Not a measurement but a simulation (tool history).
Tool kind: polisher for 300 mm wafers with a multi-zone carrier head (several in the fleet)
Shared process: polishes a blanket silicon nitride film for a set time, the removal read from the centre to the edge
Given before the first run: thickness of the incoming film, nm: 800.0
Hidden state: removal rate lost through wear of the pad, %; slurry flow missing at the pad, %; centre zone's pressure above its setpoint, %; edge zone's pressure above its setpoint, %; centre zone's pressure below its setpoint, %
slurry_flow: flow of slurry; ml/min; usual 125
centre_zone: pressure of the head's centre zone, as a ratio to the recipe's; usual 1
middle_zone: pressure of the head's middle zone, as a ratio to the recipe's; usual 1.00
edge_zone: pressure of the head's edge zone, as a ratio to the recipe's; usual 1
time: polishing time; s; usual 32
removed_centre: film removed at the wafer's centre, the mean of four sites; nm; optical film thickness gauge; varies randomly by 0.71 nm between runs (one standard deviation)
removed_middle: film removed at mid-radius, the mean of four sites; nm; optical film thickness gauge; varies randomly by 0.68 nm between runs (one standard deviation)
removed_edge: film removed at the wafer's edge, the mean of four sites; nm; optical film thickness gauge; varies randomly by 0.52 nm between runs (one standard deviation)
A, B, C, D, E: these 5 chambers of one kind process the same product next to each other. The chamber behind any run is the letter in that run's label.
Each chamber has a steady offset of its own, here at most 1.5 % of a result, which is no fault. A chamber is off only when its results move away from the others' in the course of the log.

run	hour	slurry_flow	centre_zone	middle_zone	edge_zone	time	wafers polished on this pad	hours since the slurry nozzle was cleaned	hours since the centre zone pressure was calibrated	hours since the edge zone pressure was calibrated	removed_centre	removed_middle	removed_edge
# hour 0.6: chamber D: worn pad replaced by a new one
1D	3.4	125	1	1.00	1	32	46	285.9	408.6	570.1	67.901	68.391	67.576
# hour 3.5: chamber A: worn pad replaced by a new one
2C	5.8	125	1	1.00	1	32	681	227.2	945.8	381.7	66.632	66.955	67.598
3E	10.7	125	1	1.00	1	32	385	317.1	363.9	331.4	66.241	67.570	67.370
# hour 15.3: chamber A: slurry nozzle cleaned
4A	15.6	125	1	1.00	1	32	197	0.4	448.3	133.2	68.909	67.263	66.784
5B	19.1	125	1	1.00	1	32	383	521.2	345.6	50.2	68.426	67.498	67.063
# hour 21.4: chamber C: worn pad replaced by a new one
6E	21.7	125	1	1.00	1	32	565	328.1	374.9	342.4	66.966	68.081	67.536
7C	25.2	125	1	1.04	1	32	63	246.6	965.2	401.1	66.054	70.020	67.059
8D	30.3	125	1	1.04	1	32	484	312.8	435.5	597.0	66.600	70.415	68.018
# hour 32.3: chamber B: worn pad replaced by a new one
9B	34.6	125	1	1.04	1	32	39	536.7	361.1	65.7	66.780	70.462	67.759
10A	38.7	125	1	1.04	1	32	573	23.5	471.4	156.3	68.798	70.801	67.571
11A	41.3	125	1	1.04	1	32	616	26.1	474.0	158.9	67.600	68.321	67.423
# hour 41.6: chamber E: worn pad replaced by a new one
12B	45.2	125	1	1.00	1	32	211	547.3	371.7	76.3	67.747	67.542	67.939
13E	47.5	125	1	1.00	1	32	97	353.9	400.7	368.2	67.983	67.633	68.234
14D	52.0	125	1	1.00	1	32	838	334.5	457.2	618.7	66.630	67.553	68.536
15C	56.1	125	1	1.06	1	24	566	277.5	996.1	432.0	49.957	52.866	50.618
16D	59.3	125	1	1.06	1	24	956	341.8	464.5	626.0	49.450	52.497	51.082
# hour 60.7: chamber B: worn pad replaced by a new one
17C	62.4	125	1	1.06	1	24	669	283.8	1002.4	438.3	50.148	53.502	50.377
18B	65.0	125	1	1.06	1	24	70	567.1	391.5	96.1	51.004	53.034	50.578
19A	69.4	125	1	1.06	1	24	1073	54.2	502.1	187.0	50.166	53.422	51.451
20E	72.9	125	1	1.00	1	32	511	379.3	426.1	393.6	66.813	69.233	67.748
21B	75.4	90	1	0.96	1	32	239	577.5	401.9	106.5	61.325	59.874	64.267
# hour 77.3: chamber A: worn pad replaced by a new one
# hour 77.9: chamber C: centre zone pressure recalibrated
22E	80.5	90	1	0.96	1	32	635	386.9	433.7	401.2	61.110	59.158	64.627
# hour 84.5: chamber D: worn pad replaced by a new one
# hour 84.5: chamber E: worn pad replaced by a new one
# hour 85.1: chamber C: worn pad replaced by a new one
23C	85.4	90	1	0.96	1	32	5	306.8	7.6	461.3	61.461	59.119	63.380
24D	90.5	90	1	0.96	1	32	98	373.0	495.7	657.2	57.734	60.223	64.558
# hour 90.9: chamber B: worn pad replaced by a new one
25A	94.6	90	1	0.96	1	32	282	79.4	527.3	212.2	61.030	58.216	63.680
26C	99.9	125	1	1.00	1	32	242	321.3	22.1	475.8	66.628	67.375	67.232
27B	104.5	125	1	1.00	1	32	221	606.6	431.0	135.6	67.315	68.256	67.280
28E	108.9	125	1	1.00	1	32	397	415.3	462.1	429.6	66.620	68.597	67.730
29A	111.5	125	1	1.00	1	32	557	96.3	544.2	229.1	68.586	66.913	67.656
30D	114.8	125	1	1.00	1	32	494	397.3	520.0	681.5	62.871	67.964	67.912
31E	118.2	125	1	1.00	1	32	549	424.6	471.4	438.9	68.435	67.575	67.756
# hour 119.8: chamber B: worn pad replaced by a new one
32D	122.0	125	1	1.00	1	32	611	404.5	527.2	688.7	63.025	68.037	67.860
33B	125.5	125	1	1.00	1	32	94	627.6	452.0	156.6	68.210	67.267	66.736
34A	130.4	125	1	1.00	1	32	865	115.2	563.1	248.0	67.771	65.339	68.268
35C	135.4	125	1	1.00	1	32	820	356.8	57.6	511.3	67.349	67.794	67.310
# hour 135.5: chamber E: worn pad replaced by a new one
36E	139.2	140	1	1.00	1	32	61	445.6	492.4	459.9	69.551	69.665	69.081
37B	143.0	140	1	1.00	1	32	379	645.1	469.5	174.1	68.640	68.285	68.743
38A	147.5	140	1	1.00	1	32	1143	132.3	580.2	265.1	70.466	69.071	68.550
# hour 150.1: chamber C: worn pad replaced by a new one
39C	150.6	140	1	1.00	1	32	8	372.0	72.8	526.5	69.214	68.772	68.605
# hour 153.5: chamber D: worn pad replaced by a new one
40D	153.6	140	1	1.00	1	32	1	436.1	558.8	720.3	61.587	68.759	69.270
41E	156.7	125	1	1.00	1	32	346	463.1	509.9	477.4	66.896	68.081	67.486

Next, every chamber runs the same settings. What will each give?
42A	160.5	125	1	1.11	1	32					?	?	?
42B	160.5	125	1	1.11	1	32					?	?	?
42C	160.5	125	1	1.11	1	32					?	?	?
42D	160.5	125	1	1.11	1	32					?	?	?
42E	160.5	125	1	1.11	1	32					?	?	?

run	removed_centre	removed_middle	removed_edge
42A	68.306	73.517	66.547
42B	67.687	75.453	68.021
42C	66.661	74.710	66.537
42D	62.617	73.464	67.933
42E	67.316	75.214	68.700

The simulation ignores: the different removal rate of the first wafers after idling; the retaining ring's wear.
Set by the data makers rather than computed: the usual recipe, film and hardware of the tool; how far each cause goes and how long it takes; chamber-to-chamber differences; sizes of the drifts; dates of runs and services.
